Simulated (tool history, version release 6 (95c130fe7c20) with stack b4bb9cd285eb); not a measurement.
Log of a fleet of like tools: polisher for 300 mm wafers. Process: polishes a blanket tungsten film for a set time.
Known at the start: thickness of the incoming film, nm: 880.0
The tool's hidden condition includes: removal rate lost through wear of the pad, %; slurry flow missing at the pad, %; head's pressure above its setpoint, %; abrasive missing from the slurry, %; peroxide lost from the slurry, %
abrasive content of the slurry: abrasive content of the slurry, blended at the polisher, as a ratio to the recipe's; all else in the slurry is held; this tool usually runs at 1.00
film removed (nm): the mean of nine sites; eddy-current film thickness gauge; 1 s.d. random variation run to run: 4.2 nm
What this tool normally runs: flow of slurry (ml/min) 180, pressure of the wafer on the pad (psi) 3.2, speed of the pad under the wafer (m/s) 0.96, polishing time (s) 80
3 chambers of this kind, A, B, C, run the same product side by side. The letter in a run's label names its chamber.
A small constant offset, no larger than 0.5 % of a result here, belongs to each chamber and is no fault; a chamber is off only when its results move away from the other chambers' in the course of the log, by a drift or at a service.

| run | hour | flow of slurry (ml/min) | pressure of the wafer on the pad (psi) | speed of the pad under the wafer (m/s) | abrasive content of the slurry | polishing time (s) | wafers polished on this pad | hours since the slurry nozzle was cleaned | hours since the head pressure was calibrated | hours since the slurry blender was calibrated | hours since the slurry got fresh peroxide | film removed (nm) |
|---|---|---|---|---|---|---|---|---|---|---|---|---|
| 1A | 7.9 | 180 | 3.2 | 0.96 | 1.00 | 80 | 1024 | 672.3 | 235.1 | 219.0 | 99.4 | 281.32 |
|  | 8.7 | chamber A: worn pad replaced by a new one |
| 2C | 20.2 | 180 | 3.2 | 0.96 | 1.00 | 80 | 321 | 155.2 | 463.3 | 136.3 | 61.6 | 288.72 |
|  | 26.0 | chamber A: slurry nozzle cleaned |
| 3B | 33.9 | 180 | 3.2 | 0.96 | 1.00 | 80 | 807 | 286.9 | 710.3 | 210.3 | 69.0 | 286.48 |
|  | 36.9 | chamber A: slurry tank refilled with fresh slurry and peroxide |
| 4A | 43.2 | 180 | 3.2 | 0.96 | 1.00 | 80 | 409 | 17.2 | 270.4 | 254.3 | 6.3 | 290.83 |
|  | 48.2 | chamber C: slurry tank refilled with fresh slurry and peroxide |
| 5B | 57.1 | 180 | 3.2 | 0.96 | 1.00 | 80 | 1082 | 310.1 | 733.5 | 233.5 | 92.2 | 286.37 |
|  | 68.1 | chamber B: slurry tank refilled with fresh slurry and peroxide |
| 6C | 68.5 | 180 | 3.2 | 0.96 | 1.00 | 80 | 893 | 203.5 | 511.6 | 184.6 | 20.4 | 294.71 |
|  | 69.9 | chamber C: worn pad replaced by a new one |
| 7B | 76.8 | 180 | 3.2 | 1.16 | 1.25 | 80 | 1315 | 329.8 | 753.2 | 253.2 | 8.8 | 380.33 |
|  | 80.7 | chamber A: worn pad replaced by a new one |
| 8C | 86.0 | 180 | 3.2 | 1.16 | 1.25 | 80 | 190 | 221.0 | 529.1 | 202.1 | 37.9 | 382.75 |
| 9A | 95.6 | 180 | 3.2 | 1.16 | 1.25 | 80 | 176 | 69.6 | 322.8 | 306.7 | 58.7 | 372.64 |
| 10A | 110.3 | 180 | 3.2 | 0.96 | 1.00 | 80 | 350 | 84.3 | 337.5 | 321.4 | 73.4 | 289.01 |
| 11B | 124.7 | 180 | 3.2 | 0.96 | 1.00 | 80 | 1883 | 377.7 | 801.1 | 301.1 | 56.7 | 292.99 |
|  | 134.5 | chamber C: slurry tank refilled with fresh slurry and peroxide |
| 12C | 137.8 | 180 | 3.2 | 0.96 | 1.00 | 80 | 804 | 272.8 | 580.9 | 253.9 | 3.4 | 280.66 |
| 13A | 145.3 | 180 | 3.2 | 0.96 | 1.00 | 80 | 765 | 119.3 | 372.5 | 356.4 | 108.4 | 286.54 |
|  | 148.9 | chamber C: worn pad replaced by a new one |
| 14C | 158.2 | 180 | 3.2 | 0.96 | 1.00 | 80 | 110 | 293.2 | 601.3 | 274.3 | 23.8 | 286.80 |
|  | 164.4 | chamber A: worn pad replaced by a new one |
| 15B | 168.3 | 180 | 3.2 | 0.96 | 1.00 | 80 | 2399 | 421.3 | 844.7 | 344.7 | 100.3 | 286.07 |
| 16C | 175.5 | 180 | 3.2 | 0.96 | 1.00 | 80 | 315 | 310.5 | 618.6 | 291.6 | 41.1 | 287.21 |
|  | 179.8 | chamber C: slurry blender recalibrated |
|  | 181.2 | chamber A: slurry tank refilled with fresh slurry and peroxide |
| 17B | 184.9 | 180 | 3.2 | 0.96 | 1.00 | 80 | 2596 | 437.9 | 861.3 | 361.3 | 116.9 | 280.41 |
| 18A | 194.1 | 180 | 3.2 | 0.96 | 1.00 | 80 | 352 | 168.1 | 421.3 | 405.2 | 13.0 | 288.92 |
| 19A | 201.7 | 180 | 3.2 | 0.96 | 1.00 | 80 | 442 | 175.7 | 428.9 | 412.8 | 20.6 | 287.23 |
|  | 207.1 | chamber B: slurry tank refilled with fresh slurry and peroxide |
| 20C | 210.6 | 180 | 3.2 | 0.96 | 1.00 | 80 | 731 | 345.6 | 653.7 | 30.8 | 76.2 | 290.10 |
|  | 212.4 | chamber B: slurry blender recalibrated |
| 21B | 220.5 | 180 | 3.2 | 0.96 | 1.00 | 80 | 3018 | 473.5 | 896.9 | 8.1 | 13.5 | 284.66 |
|  | 222.4 | chamber C: slurry nozzle cleaned |
|  | 224.2 | chamber C: worn pad replaced by a new one |
|  | 225.2 | chamber C: slurry tank refilled with fresh slurry and peroxide |
| 22C | 230.6 | 180 | 3.2 | 0.96 | 1.00 | 80 | 76 | 8.3 | 673.7 | 50.8 | 5.5 | 295.29 |
| 23A | 240.5 | 180 | 3.2 | 0.96 | 1.00 | 80 | 902 | 214.5 | 467.7 | 451.6 | 59.4 | 288.51 |
|  | 241.7 | chamber A: worn pad replaced by a new one |
| 24B | 248.5 | 180 | 3.2 | 0.96 | 1.00 | 80 | 3349 | 501.5 | 924.9 | 36.1 | 41.5 | 285.20 |
|  | 253.6 | chamber A: head pressure recalibrated |
|  | 257.8 | chamber B: slurry nozzle cleaned |
| 25B | 259.8 | 180 | 3.2 | 0.96 | 1.00 | 80 | 3483 | 2.1 | 936.2 | 47.4 | 52.8 | 281.73 |
|  | 262.9 | chamber B: head pressure recalibrated |
|  | 265.9 | chamber A: slurry blender recalibrated |
| 26C | 272.8 | 180 | 3.2 | 0.96 | 1.00 | 80 | 576 | 50.5 | 715.9 | 93.0 | 47.7 | 287.98 |
| 27A | 280.3 | 180 | 3.2 | 0.96 | 1.00 | 80 | 458 | 254.3 | 26.8 | 14.4 | 99.2 | 286.17 |
| 28B | 291.4 | 180 | 3.2 | 0.96 | 1.00 | 80 | 3857 | 33.7 | 28.6 | 79.0 | 84.4 | 271.58 |
|  | 292.1 | chamber C: worn pad replaced by a new one |
|  | 292.7 | chamber C: head pressure recalibrated |
|  | 295.1 | chamber C: slurry tank refilled with fresh slurry and peroxide |
| 29A | 297.7 | 180 | 3.2 | 0.96 | 1.00 | 69 | 664 | 271.7 | 44.2 | 31.8 | 116.6 | 240.88 |
| 30C | 305.6 | 180 | 3.2 | 0.96 | 1.00 | 69 | 160 | 83.3 | 12.9 | 125.8 | 10.6 | 251.02 |
|  | 307.8 | chamber A: slurry tank refilled with fresh slurry and peroxide |
| 31A | 317.1 | 180 | 3.2 | 0.96 | 1.00 | 69 | 893 | 291.1 | 63.6 | 51.2 | 9.3 | 245.61 |
|  | 321.9 | chamber B: slurry tank refilled with fresh slurry and peroxide |
| 32C | 327.0 | 180 | 3.2 | 0.96 | 1.00 | 80 | 414 | 104.7 | 34.3 | 147.2 | 32.0 | 280.72 |
|  | 331.2 | chamber A: worn pad replaced by a new one |
| 33B | 338.5 | 180 | 3.2 | 0.76 | 0.75 | 80 | 4415 | 80.8 | 75.7 | 126.1 | 16.6 | 203.43 |
| 34B | 344.9 | 180 | 3.2 | 0.76 | 0.75 | 80 | 4491 | 87.2 | 82.1 | 132.5 | 23.0 | 202.83 |
| 35A | 355.3 | 180 | 3.2 | 0.76 | 0.75 | 80 | 286 | 329.3 | 101.8 | 89.4 | 47.5 | 216.52 |
| 36C | 363.7 | 180 | 3.2 | 0.96 | 1.00 | 80 | 848 | 141.4 | 71.0 | 183.9 | 68.7 | 287.96 |
| 37C | 374.1 | 180 | 3.2 | 0.96 | 1.00 | 80 | 971 | 151.8 | 81.4 | 194.3 | 79.1 | 291.83 |
| 38A | 387.9 | 180 | 3.2 | 0.96 | 1.00 | 80 | 672 | 361.9 | 134.4 | 122.0 | 80.1 | 287.18 |
| 39B | 398.2 | 180 | 3.2 | 0.96 | 1.00 | 80 | 5122 | 140.5 | 135.4 | 185.8 | 76.3 | 258.95 |

Which is it: a chamber that has drifted or been left off by a service, a gauge drift common to all chambers, or only each chamber's usual small offset? If a chamber is off, name it and its likeliest cause.

One chamber, B, drifts off from the rest bit by bit.
Most likely cause: removal rate lost through wear of the pad, % = 8.19.

Below are 4 candidate recipes for chamber B's next run, each the usual settings with a change, their results shown as question marks. Which of them brings B's results back in line with what the other chambers give on the usual settings?
A result is in line if it is within this distance of the other chambers' mean on the usual settings: film removed (nm) 14.00
| 40B-1 | 408.7 | 180 | 3.1 | 0.94 | 1.00 | 78 |  |  |  |  |  | ? |
| 40B-2 | 408.7 | 180 | 3.3 | 1.00 | 1.00 | 80 |  |  |  |  |  | ? |
| 40B-3 | 408.7 | 180 | 2.9 | 0.88 | 1.00 | 80 |  |  |  |  |  | ? |
| 40B-4 | 408.7 | 180 | 3.5 | 0.96 | 1.00 | 87 |  |  |  |  |  | ? |

Average result of the remaining chambers running the usual settings: film removed (nm) 288.96
| run | film removed (nm) |
|---|---|
| 40B-1 | 245.83 |
| 40B-2 | 285.53 |
| 40B-3 | 220.81 |
| 40B-4 | 316.62 |
It is 40B-2 that realigns the chamber with its peers.

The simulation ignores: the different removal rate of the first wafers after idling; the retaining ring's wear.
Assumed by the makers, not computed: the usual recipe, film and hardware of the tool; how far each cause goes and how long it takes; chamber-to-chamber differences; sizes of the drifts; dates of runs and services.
